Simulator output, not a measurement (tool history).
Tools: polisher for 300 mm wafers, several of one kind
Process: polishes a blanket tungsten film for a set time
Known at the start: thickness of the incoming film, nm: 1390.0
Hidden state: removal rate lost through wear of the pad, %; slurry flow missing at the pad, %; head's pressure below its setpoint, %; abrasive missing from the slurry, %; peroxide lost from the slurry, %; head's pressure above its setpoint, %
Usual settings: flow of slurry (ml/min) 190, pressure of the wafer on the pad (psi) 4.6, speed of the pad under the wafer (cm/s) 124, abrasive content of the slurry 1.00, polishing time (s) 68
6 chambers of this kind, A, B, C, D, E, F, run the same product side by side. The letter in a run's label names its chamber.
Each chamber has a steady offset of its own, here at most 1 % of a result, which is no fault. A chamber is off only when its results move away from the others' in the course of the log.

run,hour,flow of slurry (ml/min),pressure of the wafer on the pad (psi),speed of the pad under the wafer (cm/s),abrasive content of the slurry,polishing time (s),wafers polished on this pad,hours since the slurry nozzle was cleaned,hours since the head pressure was calibrated,hours since the slurry blender was calibrated,hours since the slurry got fresh peroxide,film removed (angstrom)
1C,9.0,190,4.6,124,1.00,68,581,429.1,711.1,113.5,31.3,4465.2
# hour 13.8: chamber D: slurry nozzle cleaned
# hour 14.8: chamber D: slurry tank refilled with fresh slurry and peroxide
# hour 18.1: chamber E: slurry tank refilled with fresh slurry and peroxide
2F,19.9,190,4.6,124,1.00,68,300,54.6,522.2,204.6,51.0,4395.1
# hour 28.4: chamber A: slurry blender recalibrated
# hour 29.1: chamber C: worn pad replaced by a new one
3A,29.2,190,4.6,124,1.00,68,400,366.5,309.1,0.8,54.5,4451.2
4D,39.8,190,4.6,124,1.00,68,727,26.1,100.5,322.5,25.1,4459.8
# hour 41.5: chamber B: slurry blender recalibrated
5B,49.8,190,4.6,124,1.00,68,832,393.5,685.4,8.4,139.8,4474.9
# hour 50.7: chamber B: worn pad replaced by a new one
# hour 53.8: chamber C: slurry tank refilled with fresh slurry and peroxide
6E,55.5,190,4.6,124,1.00,68,742,227.3,248.2,379.2,37.5,4447.0
# hour 59.0: chamber A: slurry tank refilled with fresh slurry and peroxide
# hour 65.1: chamber D: worn pad replaced by a new one
# hour 65.3: chamber D: slurry blender recalibrated
7B,66.9,190,4.6,90,1.00,68,160,410.6,702.5,25.5,156.9,3183.6
8F,79.1,190,4.6,90,1.00,68,884,113.8,581.4,263.8,110.2,3199.8
# hour 84.0: chamber F: worn pad replaced by a new one
# hour 85.6: chamber B: slurry tank refilled with fresh slurry and peroxide
# hour 85.7: chamber D: slurry tank refilled with fresh slurry and peroxide
# hour 88.8: chamber E: slurry tank refilled with fresh slurry and peroxide
9C,89.0,190,4.6,90,1.00,68,592,509.1,791.1,193.5,35.2,3317.7
# hour 90.8: chamber E: slurry blender recalibrated
# hour 91.9: chamber F: slurry tank refilled with fresh slurry and peroxide
10E,95.6,190,4.6,90,1.00,68,1137,267.4,288.3,4.9,6.9,3297.2
# hour 96.2: chamber C: slurry nozzle cleaned
# hour 96.3: chamber A: worn pad replaced by a new one
# hour 100.0: chamber C: worn pad replaced by a new one
11D,107.9,190,4.6,90,1.00,68,422,94.2,168.6,42.6,22.3,3281.1
12A,115.6,190,4.6,90,1.00,68,190,452.9,395.5,87.2,56.7,3240.1
# hour 116.9: chamber C: slurry tank refilled with fresh slurry and peroxide
13C,128.3,190,4.6,124,1.00,68,279,32.1,830.4,232.8,11.4,4499.1
# hour 128.7: chamber B: worn pad replaced by a new one
# hour 136.8: chamber A: slurry nozzle cleaned
14F,140.6,190,4.6,124,1.00,60,558,175.3,642.9,325.3,48.8,3905.3
# hour 144.3: chamber E: worn pad replaced by a new one
15D,152.4,190,4.6,124,1.00,60,862,138.7,213.1,87.1,66.8,3956.5
# hour 153.3: chamber B: slurry blender recalibrated
# hour 153.8: chamber E: slurry tank refilled with fresh slurry and peroxide
# hour 154.2: chamber D: slurry tank refilled with fresh slurry and peroxide
# hour 159.7: chamber F: slurry blender recalibrated
# hour 160.2: chamber A: slurry tank refilled with fresh slurry and peroxide
16E,163.4,190,4.6,124,1.00,60,189,335.2,356.1,72.7,9.6,3984.8
# hour 169.2: chamber D: worn pad replaced by a new one
# hour 173.5: chamber C: worn pad replaced by a new one
17B,174.2,190,4.6,124,1.00,60,449,517.9,809.8,21.0,88.7,3894.1
# hour 183.4: chamber A: worn pad replaced by a new one
18A,184.2,190,4.6,124,1.00,60,8,47.5,464.1,155.8,24.1,3922.1
# hour 184.3: chamber A: slurry blender recalibrated
19C,190.7,190,4.6,124,1.00,60,169,94.5,892.8,295.2,73.8,3934.9
# hour 197.5: chamber F: worn pad replaced by a new one
20D,198.4,190,4.6,124,1.00,68,288,184.7,259.1,133.1,44.2,4574.1
# hour 198.7: chamber C: slurry tank refilled with fresh slurry and peroxide
21F,206.6,190,4.6,124,1.00,68,90,241.3,708.9,46.9,114.8,4432.3
# hour 209.9: chamber F: slurry tank refilled with fresh slurry and peroxide
22B,219.0,190,4.6,124,1.00,68,891,562.7,854.6,65.8,133.5,4483.8
# hour 222.4: chamber D: slurry tank refilled with fresh slurry and peroxide
# hour 222.9: chamber B: worn pad replaced by a new one
# hour 223.9: chamber A: head pressure recalibrated
# hour 224.9: chamber C: slurry blender recalibrated
# hour 226.3: chamber E: slurry tank refilled with fresh slurry and peroxide
23E,227.2,190,4.6,124,1.00,68,818,399.0,419.9,136.5,0.9,4540.2
# hour 236.0: chamber B: slurry tank refilled with fresh slurry and peroxide
24A,236.1,190,4.6,124,1.00,68,520,99.4,12.3,51.9,76.0,4059.4
# hour 245.1: chamber A: slurry tank refilled with fresh slurry and peroxide
# hour 247.1: chamber C: worn pad replaced by a new one
25F,248.2,190,4.6,124,1.00,68,500,282.9,750.5,88.5,38.3,4431.1
# hour 255.2: chamber B: slurry blender recalibrated
26C,258.9,190,4.6,124,1.00,68,116,162.7,961.0,34.0,60.2,4403.0
# hour 264.3: chamber D: slurry nozzle cleaned
27D,264.9,190,4.6,124,1.00,68,945,0.6,325.6,199.6,42.6,4514.7
28E,274.2,190,4.6,124,1.00,68,1282,446.0,466.9,183.5,47.9,4516.5
# hour 279.1: chamber A: worn pad replaced by a new one
# hour 280.3: chamber C: slurry tank refilled with fresh slurry and peroxide
29B,281.3,190,4.6,124,1.00,68,576,625.0,916.9,26.1,45.3,4389.3
# hour 282.9: chamber E: worn pad replaced by a new one
# hour 291.4: chamber D: worn pad replaced by a new one
30A,291.6,190,4.6,124,1.00,68,123,154.9,67.8,107.4,46.5,4005.1
# hour 292.7: chamber D: slurry tank refilled with fresh slurry and peroxide
# hour 300.0: chamber E: slurry tank refilled with fresh slurry and peroxide
# hour 301.1: chamber F: worn pad replaced by a new one
31B,304.2,190,4.6,124,1.00,68,802,647.9,939.8,49.0,68.2,4507.3
32E,314.1,190,4.6,124,1.00,68,308,485.9,506.8,223.4,14.1,4510.1
33A,320.0,190,4.6,124,1.00,68,404,183.3,96.2,135.8,74.9,4060.7
# hour 323.9: chamber C: head pressure recalibrated
34F,329.2,190,4.6,124,1.00,68,277,363.9,831.5,169.5,119.3,4588.9
# hour 338.0: chamber C: worn pad replaced by a new one
35D,338.9,190,4.6,124,1.00,68,469,74.6,399.6,273.6,46.3,4411.9
# hour 346.6: chamber C: slurry tank refilled with fresh slurry and peroxide
36C,349.3,190,4.6,88,0.75,68,111,253.1,25.4,124.4,2.7,2937.0
# hour 350.3: chamber F: slurry tank refilled with fresh slurry and peroxide
37C,359.0,190,4.6,88,0.75,68,207,262.8,35.1,134.1,12.4,2935.9
38F,367.0,190,4.6,88,0.75,68,650,401.7,869.3,207.3,16.7,3041.5

What goes on in this fleet: one chamber off, a drifting gauge, or nothing beyond the chambers' own small offsets? Name the chamber and the cause, if any.

A service left chamber A off against the others.
Cause: head's pressure below its setpoint, % = 10.8.

Here are 4 candidates for chamber A's next run, each the usual settings with a change, their results left as question marks. Which one brings its results back in line with what the others give on the usual settings?
In line means no further than this from the other chambers' mean on the usual settings: film removed (angstrom) 200.0
39A-1,376.0,190,4.3,116,1.00,64,,,,,,?
39A-2,376.0,195,5.5,124,1.05,68,,,,,,?
39A-3,376.0,185,4.6,110,1.00,68,,,,,,?
39A-4,376.0,195,4.6,136,1.00,68,,,,,,?

The other chambers' mean on the usual settings: film removed (angstrom) 4445.1
run,film removed (angstrom)
39A-1,3307.6
39A-2,4858.1
39A-3,3550.0
39A-4,4411.9
39A-4 brings the chamber back in line.
